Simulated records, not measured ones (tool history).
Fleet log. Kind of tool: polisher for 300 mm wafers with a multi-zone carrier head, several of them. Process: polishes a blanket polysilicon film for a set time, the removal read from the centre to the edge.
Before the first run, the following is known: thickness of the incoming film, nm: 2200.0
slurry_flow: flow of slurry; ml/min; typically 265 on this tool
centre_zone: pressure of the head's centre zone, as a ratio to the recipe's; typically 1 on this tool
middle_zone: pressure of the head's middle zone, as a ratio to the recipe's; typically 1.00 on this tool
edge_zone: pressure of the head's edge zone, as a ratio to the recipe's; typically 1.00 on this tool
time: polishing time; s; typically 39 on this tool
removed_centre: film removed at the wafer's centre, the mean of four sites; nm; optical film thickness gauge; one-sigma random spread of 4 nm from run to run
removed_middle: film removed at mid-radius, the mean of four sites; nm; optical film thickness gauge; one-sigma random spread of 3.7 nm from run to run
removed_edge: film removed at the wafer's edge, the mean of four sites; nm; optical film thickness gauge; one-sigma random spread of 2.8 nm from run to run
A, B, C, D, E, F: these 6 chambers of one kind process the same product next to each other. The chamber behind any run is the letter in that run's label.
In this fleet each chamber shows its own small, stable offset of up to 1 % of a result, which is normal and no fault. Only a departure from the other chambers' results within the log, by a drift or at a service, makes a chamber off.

run,hour,slurry_flow,centre_zone,middle_zone,edge_zone,time,wafers polished on this pad,hours since the slurry nozzle was cleaned,hours since the centre zone pressure was calibrated,hours since the edge zone pressure was calibrated,removed_centre,removed_middle,removed_edge
1D,7.6,265,1,1.00,1.00,39,374,115.8,226.6,227.0,349.56,351.27,353.14
# hour 12.4: chamber E: worn pad replaced by a new one
2B,15.7,265,1,1.00,1.00,39,532,106.6,471.0,896.1,350.77,348.02,351.00
# hour 17.3: chamber F: worn pad replaced by a new one
3F,22.5,265,1,1.00,1.00,39,69,111.0,94.6,885.4,344.25,342.75,346.75
4C,30.9,265,1,1.00,1.00,39,1293,136.7,183.4,67.5,349.33,350.03,350.87
5A,37.7,265,1,1.00,1.00,39,590,586.0,298.5,135.4,343.17,356.66,346.54
6E,43.4,265,1,1.00,1.00,39,409,324.5,361.2,533.1,355.49,350.19,349.14
# hour 45.4: chamber C: worn pad replaced by a new one
7A,48.5,265,1,1.00,1.00,39,733,596.8,309.3,146.2,341.53,348.14,354.68
8E,57.5,320,1,1.00,1.00,50,595,338.6,375.3,547.2,453.04,452.49,451.28
# hour 60.9: chamber F: worn pad replaced by a new one
9F,64.5,320,1,1.00,1.00,50,47,153.0,136.6,927.4,446.21,447.21,457.15
10D,69.6,320,1,1.00,1.00,50,1192,177.8,288.6,289.0,452.39,463.41,457.65
# hour 72.9: chamber D: worn pad replaced by a new one
# hour 78.3: chamber E: worn pad replaced by a new one
11B,78.3,320,1,1.00,1.00,50,1358,169.2,533.6,958.7,457.04,455.71,446.06
12C,82.4,320,1,1.00,1.00,50,489,188.2,234.9,119.0,463.75,458.66,442.70
13F,88.4,320,1,1.00,1.00,50,362,176.9,160.5,951.3,446.69,445.21,458.85
14A,95.6,265,1,1.00,1.00,39,1354,643.9,356.4,193.3,344.15,351.25,345.80
# hour 99.4: chamber A: worn pad replaced by a new one
15E,100.0,265,1,1.00,1.00,39,286,381.1,417.8,589.7,345.84,349.97,351.90
# hour 102.7: chamber D: edge zone pressure recalibrated
# hour 103.4: chamber B: slurry nozzle cleaned
16B,106.0,265,1,1.00,1.00,39,1724,2.7,561.3,986.4,343.58,335.15,343.39
# hour 106.9: chamber F: worn pad replaced by a new one
# hour 107.6: chamber D: slurry nozzle cleaned
17C,112.2,265,1,1.00,1.05,27,882,218.0,264.7,148.8,243.29,244.60,241.66
18D,118.8,265,1,1.00,1.05,27,605,11.3,337.8,16.1,239.27,239.06,246.81
19D,126.5,265,1,1.00,1.05,27,707,19.0,345.5,23.8,246.17,241.76,249.31
20F,132.5,265,1,1.00,1.05,27,338,221.0,204.6,995.4,240.75,239.20,248.71
# hour 137.9: chamber E: worn pad replaced by a new one
21B,138.7,265,1,1.00,1.05,27,2155,35.4,594.0,1019.1,232.58,229.40,238.81
# hour 140.0: chamber C: worn pad replaced by a new one
# hour 142.4: chamber D: centre zone pressure recalibrated
22C,144.2,265,1,1.00,1.05,27,55,250.0,296.7,180.8,240.76,238.51,245.84
# hour 151.3: chamber F: worn pad replaced by a new one
23E,152.7,265,1,1.00,1.00,39,196,433.8,470.5,642.4,353.29,345.56,343.70
24A,158.1,265,1,1.00,1.00,39,774,706.4,418.9,255.8,345.19,352.86,350.15
25E,162.3,265,1,1.00,1.00,39,323,443.4,480.1,652.0,352.03,339.89,345.93
# hour 168.0: chamber A: slurry nozzle cleaned
26F,169.8,265,1,1.00,1.00,39,244,258.3,241.9,1032.7,352.94,349.26,347.42
27A,174.6,265,1,1.00,1.00,39,992,6.7,435.4,272.3,343.64,350.42,348.98
# hour 174.8: chamber D: worn pad replaced by a new one
28D,181.9,265,1,1.00,1.00,39,94,74.4,39.6,79.2,350.25,349.62,352.66
29C,191.0,265,1,0.96,1.05,39,673,296.8,343.5,227.6,351.61,337.77,353.33
# hour 195.3: chamber A: worn pad replaced by a new one
30B,198.9,265,1,0.96,1.05,39,2949,95.6,654.2,1079.3,327.95,312.12,336.14
# hour 200.1: chamber E: worn pad replaced by a new one
# hour 202.2: chamber F: worn pad replaced by a new one
31F,205.5,265,1,0.96,1.05,39,44,294.0,277.6,1068.4,349.93,329.91,355.44
32D,211.1,265,1,0.96,1.05,39,479,103.6,68.8,108.4,350.86,337.18,361.22
33A,215.9,265,1,0.96,1.05,39,272,48.0,476.7,313.6,350.48,334.48,361.26
34B,225.2,265,1,0.96,1.05,39,3296,121.9,680.5,1105.6,330.89,308.67,329.10
# hour 233.2: chamber E: slurry nozzle cleaned
35C,233.3,265,1,1.00,1.00,39,1231,339.1,385.8,269.9,356.64,347.78,343.86
36E,241.7,265,1,1.00,1.00,39,550,8.6,559.5,731.4,349.38,351.05,346.33

Is one chamber out of step, is the gauge drifting, or do the chambers differ by no more than their own small offsets? For an off chamber, give its letter and the likeliest cause.

Little by little, chamber B moves away from the other chambers.
What lies behind it: removal rate lost through wear of the pad, % = 7.85.

Below are 4 candidate recipes for chamber B's next run, each the usual settings with a change, their results shown as question marks. Which of them brings B's results back in line with what the other chambers give on the usual settings?
Counts as in line when no further than this from what the other chambers average on the usual settings: removed_centre 14.00 nm; removed_middle 13.00 nm; removed_edge 10.00 nm
37B-1,248.5,265,1,1.00,1.00,40,,,,,?,?,?
37B-2,248.5,260,1,0.99,1.00,36,,,,,?,?,?
37B-3,248.5,265,1,1.00,1.00,38,,,,,?,?,?
37B-4,248.5,270,1,1.01,1.00,42,,,,,?,?,?

On the usual settings, the other chambers give on average: removed_centre 349.59 nm; removed_middle 350.09 nm; removed_edge 348.72 nm
run,removed_centre,removed_middle,removed_edge
37B-1,328.82,326.86,331.54
37B-2,295.21,290.85,297.94
37B-3,312.38,310.52,314.96
37B-4,346.09,347.07,348.61
It is 37B-4 that realigns the chamber with its peers.
